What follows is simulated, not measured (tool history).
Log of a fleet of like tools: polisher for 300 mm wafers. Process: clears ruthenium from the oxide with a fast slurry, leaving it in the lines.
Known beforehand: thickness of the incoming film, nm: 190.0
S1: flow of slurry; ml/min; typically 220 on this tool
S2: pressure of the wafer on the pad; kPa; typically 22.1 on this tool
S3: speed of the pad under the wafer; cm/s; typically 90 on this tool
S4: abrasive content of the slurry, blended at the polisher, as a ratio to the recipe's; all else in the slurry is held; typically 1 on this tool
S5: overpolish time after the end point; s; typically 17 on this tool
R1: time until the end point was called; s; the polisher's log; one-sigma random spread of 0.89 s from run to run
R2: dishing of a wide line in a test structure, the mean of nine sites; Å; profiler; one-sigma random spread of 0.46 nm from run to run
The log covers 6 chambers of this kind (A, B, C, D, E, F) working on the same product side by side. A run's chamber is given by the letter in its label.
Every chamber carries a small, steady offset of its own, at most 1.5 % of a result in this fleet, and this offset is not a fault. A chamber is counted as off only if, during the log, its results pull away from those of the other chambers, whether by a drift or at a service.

| run | hour | S1 | S2 | S3 | S4 | S5 | R1 | R2 |
|---|---|---|---|---|---|---|---|---|
|  | 13.7 | chamber B: worn pad replaced by a new one |
| 1D | 15.4 | 220 | 22.1 | 90 | 1 | 17 | 53.35 | 233.37 |
|  | 23.1 | chamber A: worn pad replaced by a new one |
| 2A | 29.8 | 220 | 22.1 | 90 | 1 | 17 | 53.365 | 225.81 |
|  | 37.6 | chamber E: slurry blender recalibrated |
| 3E | 44.4 | 220 | 22.1 | 90 | 1 | 17 | 54.372 | 229.21 |
|  | 47.9 | chamber E: worn pad replaced by a new one |
|  | 49.7 | chamber C: worn pad replaced by a new one |
|  | 49.7 | chamber F: worn pad replaced by a new one |
| 4B | 52.9 | 220 | 22.1 | 90 | 1 | 17 | 53.334 | 226.1 |
|  | 60.6 | chamber D: worn pad replaced by a new one |
|  | 65.7 | chamber D: slurry blender recalibrated |
| 5C | 68.1 | 220 | 22.1 | 90 | 1 | 17 | 55.472 | 234.9 |
| 6F | 78 | 220 | 22.1 | 90 | 1 | 17 | 54.591 | 227.89 |
| 7D | 85.1 | 220 | 22.1 | 90 | 1 | 17 | 52.742 | 237.88 |
| 8C | 97.2 | 220 | 22.1 | 90 | 1 | 17 | 53.896 | 238.29 |
|  | 100.9 | chamber B: slurry blender recalibrated |
|  | 111.5 | chamber B: worn pad replaced by a new one |
| 9A | 112 | 220 | 22.1 | 90 | 1 | 17 | 54.736 | 233.91 |
|  | 118.2 | chamber A: worn pad replaced by a new one |
| 10B | 120.3 | 220 | 22.1 | 90 | 1 | 17 | 52.916 | 233.61 |
| 11F | 132.6 | 220 | 22.1 | 90 | 1 | 17 | 54.023 | 239.78 |
|  | 136 | chamber F: worn pad replaced by a new one |
|  | 140.8 | chamber E: worn pad replaced by a new one |
|  | 142.3 | chamber E: slurry nozzle cleaned |
| 12E | 144.4 | 220 | 22.1 | 90 | 1 | 17 | 54.385 | 231.85 |
|  | 146.4 | chamber B: slurry nozzle cleaned |
|  | 152.6 | chamber D: worn pad replaced by a new one |
| 13D | 156.8 | 250 | 22.1 | 90 | 1 | 14 | 53.638 | 221.72 |
|  | 161.6 | chamber C: worn pad replaced by a new one |
| 14E | 166.5 | 250 | 22.1 | 90 | 1 | 14 | 53.331 | 216.6 |
| 15A | 175.3 | 250 | 22.1 | 90 | 1 | 14 | 52.24 | 223.11 |
| 16B | 184.1 | 250 | 22.1 | 90 | 1 | 14 | 50.781 | 213.93 |
|  | 188 | chamber E: head pressure recalibrated |
|  | 193 | chamber A: worn pad replaced by a new one |
| 17C | 199.9 | 250 | 22.1 | 90 | 1 | 14 | 54.184 | 219.66 |
| 18F | 212.2 | 250 | 22.1 | 90 | 1 | 14 | 52.451 | 216.95 |
|  | 215.3 | chamber B: worn pad replaced by a new one |
|  | 218.3 | chamber E: worn pad replaced by a new one |
| 19C | 223.4 | 220 | 22.1 | 90 | 1 | 17 | 54.46 | 240.03 |
|  | 223.6 | chamber F: worn pad replaced by a new one |
|  | 227.5 | chamber A: slurry nozzle cleaned |
|  | 231.8 | chamber D: worn pad replaced by a new one |
| 20B | 237.3 | 265 | 20 | 90 | 1 | 17 | 57.14 | 226.43 |
| 21D | 252.3 | 265 | 20 | 90 | 1 | 17 | 60.252 | 227.16 |
| 22F | 264.8 | 265 | 20 | 90 | 1 | 17 | 58.503 | 234.35 |
|  | 277 | chamber C: worn pad replaced by a new one |
| 23A | 279.1 | 265 | 20 | 90 | 1 | 17 | 56.887 | 233.4 |
|  | 279.5 | chamber B: slurry blender recalibrated |
|  | 281.1 | chamber A: worn pad replaced by a new one |
| 24E | 292.7 | 265 | 20 | 90 | 1 | 17 | 57.827 | 229.67 |
|  | 299.1 | chamber E: worn pad replaced by a new one |
| 25A | 300.4 | 265 | 20 | 90 | 1 | 17 | 58.131 | 225.02 |
|  | 305.8 | chamber D: slurry nozzle cleaned |
| 26F | 309.6 | 220 | 22.1 | 90 | 1 | 17 | 52.675 | 232.01 |
|  | 310.8 | chamber D: worn pad replaced by a new one |
|  | 318.6 | chamber F: worn pad replaced by a new one |
| 27C | 325 | 220 | 22.1 | 90 | 1 | 17 | 54.717 | 234.37 |
|  | 332 | chamber B: worn pad replaced by a new one |
| 28B | 337.2 | 220 | 22.1 | 90 | 1 | 17 | 54.083 | 232.49 |
|  | 344.5 | chamber D: slurry blender recalibrated |
| 29D | 352.6 | 195 | 27.6 | 90 | 1 | 17 | 45.876 | 256.18 |
|  | 359.1 | chamber A: worn pad replaced by a new one |
|  | 365.3 | chamber A: slurry blender recalibrated |
| 30E | 366.3 | 195 | 27.6 | 90 | 1 | 17 | 43.845 | 241.18 |
| 31F | 379 | 195 | 27.6 | 90 | 1 | 17 | 43.659 | 239.59 |
|  | 379.6 | chamber E: slurry blender recalibrated |
|  | 388 | chamber E: worn pad replaced by a new one |
| 32C | 389.1 | 195 | 27.6 | 90 | 1 | 17 | 44.658 | 244.18 |
|  | 398.6 | chamber D: worn pad replaced by a new one |
| 33A | 399.2 | 195 | 27.6 | 90 | 1 | 17 | 43.114 | 249.93 |
| 34B | 412.2 | 195 | 27.6 | 90 | 1 | 17 | 44.07 | 248.13 |
| 35D | 422.2 | 220 | 22.1 | 90 | 1 | 17 | 58.681 | 224.61 |
| 36E | 436.1 | 285 | 22.1 | 90 | 1 | 13 | 54.58 | 204.87 |

The same settings go to every chamber for the next run, one line per chamber below. Forecast the results for each:
| 37A | 447.4 | 220 | 22.1 | 90 | 1 | 17 | ? | ? |
| 37B | 447.4 | 220 | 22.1 | 90 | 1 | 17 | ? | ? |
| 37C | 447.4 | 220 | 22.1 | 90 | 1 | 17 | ? | ? |
| 37D | 447.4 | 220 | 22.1 | 90 | 1 | 17 | ? | ? |
| 37E | 447.4 | 220 | 22.1 | 90 | 1 | 17 | ? | ? |
| 37F | 447.4 | 220 | 22.1 | 90 | 1 | 17 | ? | ? |

| run | R1 | R2 |
|---|---|---|
| 37A | 53.424 | 233.51 |
| 37B | 54.036 | 234.66 |
| 37C | 54.467 | 243.81 |
| 37D | 57.394 | 234.94 |
| 37E | 54.791 | 235.32 |
| 37F | 53.204 | 225.43 |
